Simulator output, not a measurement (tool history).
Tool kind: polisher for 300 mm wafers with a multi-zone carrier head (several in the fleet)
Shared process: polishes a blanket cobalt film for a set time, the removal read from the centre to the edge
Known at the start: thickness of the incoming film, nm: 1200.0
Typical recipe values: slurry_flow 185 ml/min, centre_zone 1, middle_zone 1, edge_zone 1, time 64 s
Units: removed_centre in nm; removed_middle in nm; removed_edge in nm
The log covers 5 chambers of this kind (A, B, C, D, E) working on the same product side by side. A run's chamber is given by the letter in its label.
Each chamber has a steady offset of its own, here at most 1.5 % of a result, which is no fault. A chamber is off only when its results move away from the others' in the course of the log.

run,hour,slurry_flow,centre_zone,middle_zone,edge_zone,time,removed_centre,removed_middle,removed_edge
# hour 1.6: chamber E: worn pad replaced by a new one
1C,3.1,185,1,1,1,64,304.41,306.2,303.96
2B,7.3,185,1,1,1,64,309.38,308.53,305.17
3E,10.5,185,1,1,1,64,300.97,303.57,303.13
4A,14.2,185,1,1,1,64,303.72,302.4,309.83
5D,18,205,1,1,1,64,318.77,308.3,297.06
6E,21.6,205,1,1,1,64,309.62,315.98,307
# hour 23.2: chamber D: centre zone pressure recalibrated
7D,23.6,205,1,1,1,64,313.21,304.06,300.24
8C,26.7,205,1,1,1,64,305.57,314.15,306.02
9A,30.3,205,1,1,1,64,303.54,311.27,302.52
10B,33,185,1,1,1,64,308.54,308.41,296.81
# hour 34.7: chamber D: worn pad replaced by a new one
11E,36.7,185,1,1,1,64,302.54,305.76,303.82
12D,39.7,185,1,1,1,64,308.1,306.16,293.5
# hour 42: chamber B: worn pad replaced by a new one
13B,42.5,185,1,1,1,64,302.41,298.83,303.99
14C,45.4,185,1,1,1,64,300.78,310.1,304.39
15A,47.7,185,1,1,1,64,307.8,299.91,297.6
16B,51.4,185,1,1,1,64,301.79,298.9,303.66
17E,54.6,185,1,1,1,64,302.66,304.76,313.1
18A,58.5,185,1,1,1,64,301.1,297.66,301.23
19C,61.6,185,1,1,1,64,303.78,303.82,310.02
20D,64.2,185,1,1,1,64,306.18,298.05,292.87
# hour 66.7: chamber D: edge zone pressure recalibrated
21A,68.3,240,1,1,1,84,419.26,415.19,410.78
22E,71.3,240,1,1,1,84,413.6,410.37,412.72
23D,73.8,240,1,1,1,84,416.09,406.02,397.52
# hour 77.6: chamber A: worn pad replaced by a new one
24C,78,240,1,1,1,84,414,408.86,414.15
25B,80.1,240,1,1,1,84,410.57,404,412.39
26E,83.5,185,1,1,1,64,306.22,306.07,311.39
27A,86.4,185,1,1,1,64,302.46,306.53,310.04
# hour 88.2: chamber E: worn pad replaced by a new one
28C,88.8,185,1,1,1,64,303.49,307.36,316.51
29B,91.5,185,0.93,1,1,82,342.87,376.39,375.37
# hour 92.7: chamber D: worn pad replaced by a new one
30D,93.7,185,0.93,1,1,82,366.91,376.68,380.93
31E,96.3,185,0.93,1,1,82,362.4,382.98,390.91
# hour 97.5: chamber C: worn pad replaced by a new one
32D,100.2,185,0.93,1,1,82,359.37,384.79,384.68
33C,102.3,185,0.93,1,1,82,355.58,398.08,397.52
34A,105.2,185,1,1,1,64,307.2,302.85,301.59
35B,109.4,185,1,1,1,64,290.04,292.32,284.24
36C,113.3,185,1.04,1.08,1,64,316.09,323.9,308.76
37D,115.8,185,1.04,1.08,1,64,322.09,320.92,298.67
38B,117.9,185,1.04,1.08,1,64,293.6,307.76,288.13
39A,121.2,185,1.04,1.08,1,64,318.64,322.41,291.83
40E,125,185,1.04,1.08,1,64,318.33,323.81,303.13
41D,127.6,185,1,1,1,64,302.42,306.42,291.21
42E,129.6,185,1,1,1,64,307.64,308.69,304.16

Next, all 5 chambers run the settings below, one line each with question marks for the results. What does each chamber give?
43A,132.6,185,1,1,1,64,?,?,?
43B,132.6,185,1,1,1,64,?,?,?
43C,132.6,185,1,1,1,64,?,?,?
43D,132.6,185,1,1,1,64,?,?,?
43E,132.6,185,1,1,1,64,?,?,?

run,removed_centre,removed_middle,removed_edge
43A,309.03,301.15,303.29
43B,285.61,290.95,288.38
43C,304.42,306.5,299.65
43D,297.79,301.84,300.3
43E,297.82,310.57,301.99
